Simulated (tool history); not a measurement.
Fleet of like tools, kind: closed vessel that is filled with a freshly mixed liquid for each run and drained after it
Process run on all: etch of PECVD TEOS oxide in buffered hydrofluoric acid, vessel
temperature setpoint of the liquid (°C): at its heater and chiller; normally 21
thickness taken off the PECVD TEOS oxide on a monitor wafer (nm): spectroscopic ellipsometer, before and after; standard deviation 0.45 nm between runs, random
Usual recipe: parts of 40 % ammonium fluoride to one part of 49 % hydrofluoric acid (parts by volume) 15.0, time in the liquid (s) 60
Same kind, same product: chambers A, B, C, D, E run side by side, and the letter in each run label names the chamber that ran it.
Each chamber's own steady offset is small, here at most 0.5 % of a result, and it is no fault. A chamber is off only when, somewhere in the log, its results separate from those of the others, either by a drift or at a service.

| run | hour | temperature setpoint of the liquid (°C) | parts of 40 % ammonium fluoride to one part of 49 % hydrofluoric acid (parts by volume) | time in the liquid (s) | read-back film thickness of the PECVD TEOS oxide reference wafer, read on the same gauge (nm) | thickness taken off the PECVD TEOS oxide on a monitor wafer (nm) |
|---|---|---|---|---|---|---|
| 1D | 6.6 | 21 | 15.0 | 60 | 79.991 | 74.589 |
| 2C | 13.9 | 21 | 15.0 | 60 | 79.975 | 75.919 |
| 3B | 24.5 | 21 | 15.0 | 60 | 79.966 | 74.155 |
| 4A | 38.2 | 21 | 15.0 | 60 | 79.972 | 75.059 |
| 5E | 50.3 | 21 | 15.0 | 60 | 79.999 | 75.491 |
| 6B | 62.5 | 21 | 15.0 | 60 | 80.003 | 74.154 |
| 7A | 69.1 | 21 | 15.0 | 60 | 80.013 | 74.886 |
|  | 74.5 | chamber E: hydrofluoric acid flow meter replaced |
| 8E | 83.6 | 21 | 15.0 | 60 | 79.999 | 74.445 |
| 9D | 92.2 | 21 | 15.0 | 60 | 80.000 | 74.214 |
| 10C | 100.8 | 21 | 15.0 | 60 | 79.989 | 74.476 |
| 11C | 109.3 | 21 | 15.0 | 60 | 79.992 | 74.897 |
| 12B | 120.3 | 21 | 15.0 | 60 | 79.988 | 74.004 |
| 13E | 134.2 | 21 | 15.0 | 60 | 80.002 | 74.470 |
| 14D | 144.3 | 21 | 15.0 | 60 | 80.003 | 75.190 |
| 15A | 152.3 | 21 | 15.0 | 60 | 80.003 | 75.931 |
| 16B | 160.8 | 21 | 15.0 | 60 | 80.014 | 73.443 |
| 17C | 170.4 | 21 | 15.0 | 60 | 80.000 | 74.803 |
| 18A | 182.0 | 21 | 15.0 | 60 | 80.042 | 75.958 |
| 19D | 189.4 | 21 | 18.5 | 60 | 80.026 | 60.501 |
| 20E | 204.2 | 21 | 18.5 | 60 | 79.992 | 60.963 |
|  | 219.2 | chamber C: thermometer replaced |
| 21B | 219.3 | 21 | 18.5 | 60 | 79.987 | 60.574 |
| 22E | 230.7 | 21 | 18.5 | 60 | 79.992 | 61.003 |
| 23A | 244.5 | 21 | 18.5 | 60 | 79.996 | 61.955 |
| 24D | 257.4 | 21 | 15.0 | 60 | 79.993 | 74.705 |
| 25C | 271.9 | 21 | 15.0 | 60 | 79.991 | 74.658 |
| 26D | 283.5 | 21 | 15.0 | 60 | 79.999 | 74.569 |
| 27A | 298.2 | 21 | 15.0 | 60 | 80.008 | 78.027 |
| 28B | 306.9 | 21 | 15.0 | 60 | 80.012 | 74.026 |
| 29E | 316.4 | 21 | 15.0 | 60 | 79.977 | 74.542 |
| 30C | 324.9 | 21 | 15.0 | 60 | 79.998 | 74.088 |
| 31A | 338.5 | 21 | 15.0 | 60 | 80.027 | 78.678 |
| 32B | 347.7 | 21 | 15.0 | 60 | 80.004 | 73.477 |
|  | 353.0 | chamber D: thermometer replaced |
| 33E | 359.4 | 21 | 19.5 | 60 | 80.002 | 57.789 |
| 34C | 368.3 | 21 | 19.5 | 60 | 80.002 | 56.961 |
|  | 374.0 | chamber B: hydrofluoric acid flow meter replaced |
| 35D | 375.3 | 21 | 19.5 | 60 | 80.023 | 57.692 |
| 36B | 389.2 | 21 | 19.5 | 60 | 80.020 | 57.357 |
| 37A | 402.6 | 21 | 19.5 | 60 | 79.963 | 60.460 |
| 38C | 417.9 | 21 | 15.0 | 60 | 79.963 | 74.490 |
| 39E | 432.6 | 21 | 15.0 | 60 | 79.981 | 74.992 |

Is one chamber off against the others, does the gauge drift, or is nothing wrong? If a chamber is off, say which, and what the likeliest cause is.

It is chamber A that slowly wanders off from its peers.
What lies behind it: liquid hotter than its thermometer reads (K) = 1.15.
It could be hard to tell apart here from: hydrofluoric acid flow above the setpoint (%).

Chamber A could run next with any of the 4 candidate recipes listed below; each alters the usual settings, and their results appear as question marks. Which one brings its results back in line with what the other chambers deliver on the usual settings?
Counts as in line when no further than this from what the other chambers average on the usual settings: thickness taken off the PECVD TEOS oxide on a monitor wafer (nm) 1.600
| 40A-1 | 443.6 | 21.0 | 15.5 | 55 |  | ? |
| 40A-2 | 443.6 | 21.5 | 14.5 | 60 |  | ? |
| 40A-3 | 443.6 | 23.0 | 15.0 | 60 |  | ? |
| 40A-4 | 443.6 | 21.0 | 16.0 | 60 |  | ? |

Average result of the remaining chambers running the usual settings: thickness taken off the PECVD TEOS oxide on a monitor wafer (nm) 74.552
| run | thickness taken off the PECVD TEOS oxide on a monitor wafer (nm) |
|---|---|
| 40A-1 | 71.026 |
| 40A-2 | 85.129 |
| 40A-3 | 89.309 |
| 40A-4 | 75.065 |
Change 40A-4 lands the chamber within the allowed miss of the other chambers.
